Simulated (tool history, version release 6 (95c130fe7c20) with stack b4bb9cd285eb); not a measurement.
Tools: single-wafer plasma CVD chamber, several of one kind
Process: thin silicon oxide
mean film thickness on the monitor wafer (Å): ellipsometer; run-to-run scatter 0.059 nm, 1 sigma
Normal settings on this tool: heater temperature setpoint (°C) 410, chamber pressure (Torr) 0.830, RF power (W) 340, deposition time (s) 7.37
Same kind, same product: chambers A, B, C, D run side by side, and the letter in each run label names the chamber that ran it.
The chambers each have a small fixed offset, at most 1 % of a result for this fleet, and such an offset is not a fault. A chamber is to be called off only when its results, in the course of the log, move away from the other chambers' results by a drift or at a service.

run	hour	heater temperature setpoint (°C)	chamber pressure (Torr)	RF power (W)	deposition time (s)	read-back reference wafer on the same gauge, thickness_nm	mean film thickness on the monitor wafer (Å)
1A	10.3	410	0.830	340	7.37	16.100	146.94
2D	19.0	410	0.830	340	7.37	16.119	148.06
3B	30.8	410	0.830	340	7.37	16.105	147.50
4C	40.4	410	0.830	340	7.37	16.093	146.82
5D	50.4	410	0.830	340	7.37	16.082	147.57
6A	61.7	410	0.830	340	7.95	16.106	158.34
7B	71.8	410	0.830	340	7.95	16.120	157.41
8C	82.3	410	0.830	340	7.95	16.096	157.89
9C	89.9	410	0.830	340	7.95	16.084	157.74
10B	99.5	410	0.830	340	7.37	16.104	144.94
11D	107.1	410	0.830	340	7.37	16.112	148.24
# hour 107.9: chamber A: RF generator calibrated
12A	118.6	410	0.830	340	7.37	16.113	146.36
13B	127.7	410	0.830	340	7.87	16.095	157.74
14D	137.4	410	0.830	340	7.87	16.107	157.39
15A	148.0	410	0.830	340	7.87	16.097	156.54
16C	154.1	410	0.830	340	7.87	16.104	155.63
17A	163.9	410	0.830	340	7.37	16.096	146.98
18B	176.2	410	0.753	285	7.37	16.108	123.82
# hour 178.3: chamber A: capacitance manometer re-zeroed and calibrated
19D	185.2	410	0.753	285	7.37	16.097	125.64
20C	194.2	410	0.753	285	7.37	16.113	124.13
21B	206.4	410	0.753	285	7.37	16.105	124.82
22D	213.5	410	0.830	340	7.37	16.092	147.41
23C	221.2	410	0.830	340	7.37	16.081	145.70
24A	233.5	410	0.830	340	7.37	16.114	143.52
25D	244.2	410	0.830	340	7.37	16.110	147.42
# hour 247.4: chamber B: capacitance manometer re-zeroed and calibrated
26B	253.5	410	0.830	340	7.37	16.104	147.03
27C	265.7	410	0.830	340	7.37	16.097	147.70
28A	273.2	410	0.830	340	7.37	16.100	144.00
29A	285.0	410	0.830	340	7.37	16.098	143.25
# hour 286.7: chamber D: thermocouple changed; heater temperature recalibrated
30D	292.3	410	0.830	340	7.37	16.101	148.08
# hour 301.4: chamber C: thermocouple changed; heater temperature recalibrated
31B	304.0	410	0.830	340	7.37	16.087	145.99
32C	314.6	410	0.830	340	7.37	16.099	146.37
33B	323.3	410	0.830	340	7.37	16.108	146.70
34A	331.0	410	0.830	340	7.37	16.091	143.27
35D	339.4	410	0.830	340	7.37	16.087	147.96
36C	347.7	410	0.830	340	7.37	16.104	146.13

What goes on in this fleet: one chamber off, a drifting gauge, or nothing beyond the chambers' own small offsets? Name the chamber and the cause, if any.

The work done on chamber A during a service left it standing apart from the others.
Most likely cause: true pressure below the setpoint (%) = 2.31.

Below are 4 candidate recipes for chamber A's next run, each the usual settings with a change, their results shown as question marks. Which of them brings A's results back in line with what the other chambers give on the usual settings?
In-line tolerance around the mean of the other chambers on the usual settings: mean film thickness on the monitor wafer (Å) 2.10
37A-1	356.7	410	0.853	345	7.52		?
37A-2	356.7	410	0.841	340	7.44		?
37A-3	356.7	410	0.810	340	7.37		?
37A-4	356.7	410	0.830	335	7.06		?

Mean of the other chambers on the usual settings: mean film thickness on the monitor wafer (Å) 146.85
run	mean film thickness on the monitor wafer (Å)
37A-1	150.70
37A-2	146.44
37A-3	140.05
37A-4	136.47
37A-2 brings the chamber back in line.
